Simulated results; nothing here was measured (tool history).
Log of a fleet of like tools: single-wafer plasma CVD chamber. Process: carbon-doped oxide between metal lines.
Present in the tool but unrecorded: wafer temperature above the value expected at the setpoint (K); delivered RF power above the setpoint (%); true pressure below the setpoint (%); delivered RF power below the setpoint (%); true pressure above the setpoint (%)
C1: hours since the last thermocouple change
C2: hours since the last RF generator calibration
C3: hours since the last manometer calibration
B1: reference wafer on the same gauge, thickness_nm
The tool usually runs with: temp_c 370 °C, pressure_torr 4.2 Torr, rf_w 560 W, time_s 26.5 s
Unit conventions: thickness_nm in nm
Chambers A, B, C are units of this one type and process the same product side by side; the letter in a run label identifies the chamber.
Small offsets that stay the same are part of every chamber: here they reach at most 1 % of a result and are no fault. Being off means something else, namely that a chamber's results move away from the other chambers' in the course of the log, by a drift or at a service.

Run 1A, day 0.279: usual settings; C1 340.1; C2 591.9; C3 861.5; B1 157.97. Result: thickness_nm 134.17 nm.
Run 2B, day 0.471: usual settings; C1 1495.6; C2 1135.2; C3 828.3; B1 158.13. Result: thickness_nm 134.29 nm.
Run 3C, day 0.817: usual settings; C1 1572; C2 808.3; C3 19.9; B1 158.03. Result: thickness_nm 136.49 nm.
Run 4C, day 1.054: usual settings; C1 1577.7; C2 814; C3 25.6; B1 158.12. Result: thickness_nm 136.11 nm.
Run 5B, day 1.212: usual settings; C1 1513.4; C2 1153; C3 846.1; B1 157.95. Result: thickness_nm 133.34 nm.
Run 6A, day 1.404: usual settings; C1 367.1; C2 618.9; C3 888.5; B1 157.9. Result: thickness_nm 135.13 nm.
Run 7C, day 1.696: usual settings; C1 1593.1; C2 829.4; C3 41; B1 157.98. Result: thickness_nm 135.56 nm.
Run 8B, day 1.854: usual settings; C1 1528.8; C2 1168.4; C3 861.5; B1 158.03. Result: thickness_nm 134.3 nm.
Run 9A, day 2.021: usual settings; C1 381.9; C2 633.7; C3 903.3; B1 157.98. Result: thickness_nm 134.81 nm.
Run 10C, day 2.35: usual settings; C1 1608.8; C2 845.1; C3 56.7; B1 157.97. Result: thickness_nm 136.89 nm.
Run 11B, day 2.646: usual settings; C1 1547.8; C2 1187.4; C3 880.5; B1 158.11. Result: thickness_nm 134.13 nm.
Run 12A, day 2.912: usual settings; C1 403.3; C2 655.1; C3 924.7; B1 158.09. Result: thickness_nm 134.67 nm.
Run 13A, day 3.142: usual settings; C1 408.8; C2 660.6; C3 930.2; B1 158.25. Result: thickness_nm 134.07 nm.
Run 14C, day 3.412: usual settings; C1 1634.3; C2 870.6; C3 82.2; B1 157.91. Result: thickness_nm 135.71 nm.
Run 15B, day 3.692: usual settings; C1 1572.9; C2 1212.5; C3 905.6; B1 157.98. Result: thickness_nm 132.78 nm.
Run 16C, day 3.892: usual settings; C1 1645.8; C2 882.1; C3 93.7; B1 158.03. Result: thickness_nm 136.15 nm.
Run 17A, day 4.058: usual settings; C1 430.8; C2 682.6; C3 952.2; B1 157.82. Result: thickness_nm 134.87 nm.
Run 18B, day 4.329: usual settings; C1 1588.2; C2 1227.8; C3 920.9; B1 158.09. Result: thickness_nm 132.67 nm.
Run 19A, day 4.567: usual settings; C1 443; C2 694.8; C3 964.4; B1 158.02. Result: thickness_nm 134.6 nm.
Run 20B, day 4.733: usual settings but temp_c 383 °C, time_s 23.9 s; C1 1597.9; C2 1237.5; C3 930.6; B1 157.94. Result: thickness_nm 115.94 nm.
Run 21C, day 5.054: usual settings but temp_c 383 °C, time_s 23.9 s; C1 1673.7; C2 910; C3 121.6; B1 157.95. Result: thickness_nm 118.94 nm.
Run 22B, day 5.392: usual settings but temp_c 383 °C, time_s 23.9 s; C1 1613.7; C2 1253.3; C3 946.4; B1 158.06. Result: thickness_nm 115.88 nm.
Run 23A, day 5.708: usual settings; C1 470.4; C2 722.2; C3 991.8; B1 157.91. Result: thickness_nm 134.07 nm.
Run 24C, day 5.979: usual settings but rf_w 485 W, time_s 30.7 s; C1 1695.9; C2 932.2; C3 143.8; B1 158. Result: thickness_nm 143.54 nm.
Run 25B, day 6.275: usual settings but rf_w 485 W, time_s 30.7 s; C1 1634.9; C2 1274.5; C3 967.6; B1 158.03. Result: thickness_nm 138.38 nm.
Run 26C, day 6.608: usual settings but rf_w 485 W, time_s 30.7 s; C1 1711; C2 947.3; C3 158.9; B1 157.85. Result: thickness_nm 142.94 nm.
Run 27A, day 6.788: usual settings but temp_c 364 °C; C1 496.3; C2 748.1; C3 1017.7; B1 158.13. Result: thickness_nm 136.17 nm.
Run 28C, day 6.946: usual settings but temp_c 364 °C; C1 1719.1; C2 955.4; C3 167; B1 158.12. Result: thickness_nm 137.11 nm.
Run 29A, day 7.125: usual settings but temp_c 364 °C; C1 504.4; C2 756.2; C3 1025.8; B1 158.01. Result: thickness_nm 136.56 nm.
Run 30B, day 7.421: usual settings; C1 1662.4; C2 1302; C3 995.1; B1 158.01. Result: thickness_nm 129.97 nm.
Run 31B, day 7.717: usual settings but pressure_torr 3.85 Torr, rf_w 625 W; C1 1669.5; C2 1309.1; C3 1002.2; B1 157.86. Result: thickness_nm 136.97 nm.
Run 32C, day 8.004: usual settings but pressure_torr 3.85 Torr, rf_w 625 W; C1 1744.5; C2 980.8; C3 192.4; B1 158.12. Result: thickness_nm 144.21 nm.
Run 33A, day 8.292: usual settings but pressure_torr 3.85 Torr, rf_w 625 W; C1 532.4; C2 784.2; C3 1053.8; B1 157.81. Result: thickness_nm 142.95 nm.
Run 34A, day 8.579: usual settings; C1 539.3; C2 791.1; C3 1060.7; B1 157.96. Result: thickness_nm 134.65 nm.
Run 35C, day 8.804: usual settings but pressure_torr 3.8 Torr, rf_w 655 W; C1 1763.7; C2 1000; C3 211.6; B1 158. Result: thickness_nm 148.07 nm.
Run 36B, day 8.983: usual settings but pressure_torr 3.8 Torr, rf_w 655 W; C1 1699.9; C2 1339.5; C3 1032.6; B1 157.99. Result: thickness_nm 140.36 nm.
Run 37B, day 9.138: usual settings but pressure_torr 3.8 Torr, rf_w 655 W; C1 1703.6; C2 1343.2; C3 1036.3; B1 158.09. Result: thickness_nm 139.42 nm.
Run 38A, day 9.308: usual settings; C1 556.8; C2 808.6; C3 1078.2; B1 158.13. Result: thickness_nm 134.87 nm.
Run 39C, day 9.596: usual settings; C1 1782.7; C2 1019; C3 230.6; B1 157.81. Result: thickness_nm 135.72 nm.
Run 40A, day 9.75: usual settings; C1 567.4; C2 819.2; C3 1088.8; B1 158. Result: thickness_nm 134.44 nm.
Run 41B, day 9.967: usual settings; C1 1723.5; C2 1363.1; C3 1056.2; B1 157.92. Result: thickness_nm 128.13 nm.

Each of the 3 chambers runs these same settings next. Fill in every chamber's results:
Run 42A, day 10.212: usual settings but pressure_torr 4.9 Torr. Result: thickness_nm ?.
Run 42B, day 10.212: usual settings but pressure_torr 4.9 Torr. Result: thickness_nm ?.
Run 42C, day 10.212: usual settings but pressure_torr 4.9 Torr. Result: thickness_nm ?.

run  thickness_nm
42A        137.38
42B        130.58
42C        139.62
